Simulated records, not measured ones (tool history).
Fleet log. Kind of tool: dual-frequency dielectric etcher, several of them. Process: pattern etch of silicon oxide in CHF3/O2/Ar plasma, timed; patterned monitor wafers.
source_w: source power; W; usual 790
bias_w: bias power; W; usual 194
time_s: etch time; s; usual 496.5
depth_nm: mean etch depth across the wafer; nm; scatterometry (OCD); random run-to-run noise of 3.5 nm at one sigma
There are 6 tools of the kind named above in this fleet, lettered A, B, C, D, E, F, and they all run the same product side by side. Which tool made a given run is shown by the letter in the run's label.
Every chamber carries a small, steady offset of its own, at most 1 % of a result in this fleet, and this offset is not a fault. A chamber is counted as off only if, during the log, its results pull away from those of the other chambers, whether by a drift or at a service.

run   hour  source_w  bias_w  time_s  hours since the last wet clean  hours since the last source power generator calibration  hours since the last bias power generator calibration  read-back reference wafer on the same gauge, depth_nm  depth_nm
 1C   10.2       790     194   496.5                           192.3                                                   1035.9                                                 1275.2                                                 930.59    1119.8
 2A   16.2       790     194   496.5                           517.3                                                    612.4                                                 2260.2                                                  930.5    1115.2
 3E   21.5       790     194   496.5                           214.5                                                   2422.9                                                  645.4                                                  929.6    1120.1
 4B   30.1       790     194   496.5                           129.1                                                   1763.3                                                 1169.4                                                 929.56    1123.7
 5D   37.9       790     194   496.5                           285.2                                                   2929.7                                                 1207.8                                                 929.67    1112.9
 6F   43.1       850     194     617                           429.2                                                    794.4                                                 1870.6                                                 930.16    1426.8
 7C   48.4       850     194     617                           230.5                                                   1074.1                                                 1313.4                                                 930.25    1430.3
 8E   57.1       850     194     617                           250.1                                                   2458.5                                                    681                                                 930.21    1433.7
 9F   68.1       850     194     617                           454.2                                                    819.4                                                 1895.6                                                 929.96    1426.2
10A   78.6       850     194     617                           579.7                                                    674.8                                                 2322.6                                                 929.56    1426.1
11D   88.1       850     194     617                           335.4                                                   2979.9                                                   1258                                                 930.26    1419.1
      95.4  -- chamber A: wet clean of the chamber
12B   99.1       790     194   496.5                           198.1                                                   1832.3                                                 1238.4                                                 929.43    1125.2
13F  104.6       990     235   496.5                           490.7                                                    855.9                                                 1932.1                                                 929.61    1299.9
14A  112.8       990     235   496.5                            17.5                                                      709                                                 2356.8                                                 929.22    1289.6
15D  119.5       990     235   496.5                           366.8                                                   3011.3                                                 1289.4                                                 930.64    1290.5
16E  129.4       990     235   496.5                           322.4                                                   2530.8                                                  753.3                                                 930.87    1299.2
17B  140.5       990     235   496.5                           239.5                                                   1873.7                                                 1279.8                                                 930.46    1310.8
     141.7  -- chamber F: wet clean of the chamber
18C  148.3       990     235   496.5                           330.4                                                     1174                                                 1413.3                                                 931.06    1306.1
19E  159.5       790     194     596                           352.5                                                   2560.9                                                  783.4                                                  930.4    1346.4
20C  166.2       790     194     596                           348.3                                                   1191.9                                                 1431.2                                                    930    1344.9
21F  172.4       790     194     596                            30.7                                                    923.7                                                 1999.9                                                 930.62    1369.5
     174.3  -- chamber D: wet clean of the chamber
22A  180.6       790     194     596                            85.3                                                    776.8                                                 2424.6                                                 930.44    1343.9
     182.2  -- chamber E: source power generator calibrated
23D  187.7       790     194     596                            13.4                                                   3079.5                                                 1357.6                                                 929.96    1338.2
24B  196.1       790     194     596                           295.1                                                   1929.3                                                 1335.4                                                 930.73    1357.1
25A  204.3       790     194   496.5                             109                                                    800.5                                                 2448.3                                                 930.39    1112.1
     205.8  -- chamber E: wet clean of the chamber
26E  212.8       790     194   496.5                               7                                                     30.7                                                  836.7                                                 929.72    1119.5
27B    218       790     194   496.5                             317                                                   1951.2                                                 1357.3                                                 931.12    1120.6
28D    227       790     194   496.5                            52.7                                                   3118.8                                                 1396.9                                                 930.07    1112.8
       228  -- chamber A: bias power generator calibrated
29C  236.6       790     194   496.5                           418.7                                                   1262.3                                                 1501.6                                                 928.72    1120.9
30F  245.9       930     194   496.5                           104.2                                                    997.2                                                 2073.4                                                 929.41    1216.9
31E  256.6       930     194   496.5                            50.8                                                     74.5                                                  880.5                                                 929.67    1196.8
     265.8  -- chamber B: wet clean of the chamber
32D  267.3       930     194   496.5                              93                                                   3159.1                                                 1437.2                                                 930.03    1183.4
33C  277.5       930     194   496.5                           459.6                                                   1303.2                                                 1542.5                                                  930.3      1191
34A    284       930     194   496.5                           188.7                                                    880.2                                                     56                                                 930.44    1183.2
35F  291.1       930     194   496.5                           149.4                                                   1042.4                                                 2118.6                                                 930.41    1211.6
36B  299.9       790     194   496.5                            34.2                                                   2033.1                                                 1439.2                                                 929.56    1122.1
37E  306.7       860     194   426.5                           100.9                                                    124.6                                                  930.6                                                 930.12    995.64
38B  313.1       860     194   426.5                            47.4                                                   2046.3                                                 1452.4                                                 929.96    994.18
39C  322.5       860     194   426.5                           504.6                                                   1348.2                                                 1587.5                                                 930.29    995.35
40D  330.9       860     194   426.5                           156.6                                                   3222.7                                                 1500.8                                                 930.18    986.67
41F  336.7       860     194   426.5                             195                                                     1088                                                 2164.2                                                 930.48    1012.2
42A  347.3       860     194   426.5                             252                                                    943.5                                                  119.3                                                 930.78    994.19

Next, every chamber runs the same settings. What will each give?
43A  355.9       790     194   496.5                                                                                                                                                                                                                ?
43B  355.9       790     194   496.5                                                                                                                                                                                                                ?
43C  355.9       790     194   496.5                                                                                                                                                                                                                ?
43D  355.9       790     194   496.5                                                                                                                                                                                                                ?
43E  355.9       790     194   496.5                                                                                                                                                                                                                ?
43F  355.9       790     194   496.5                                                                                                                                                                                                                ?

run  depth_nm
43A      1120
43B    1125.2
43C    1118.4
43D    1108.4
43E    1116.8
43F    1140.9
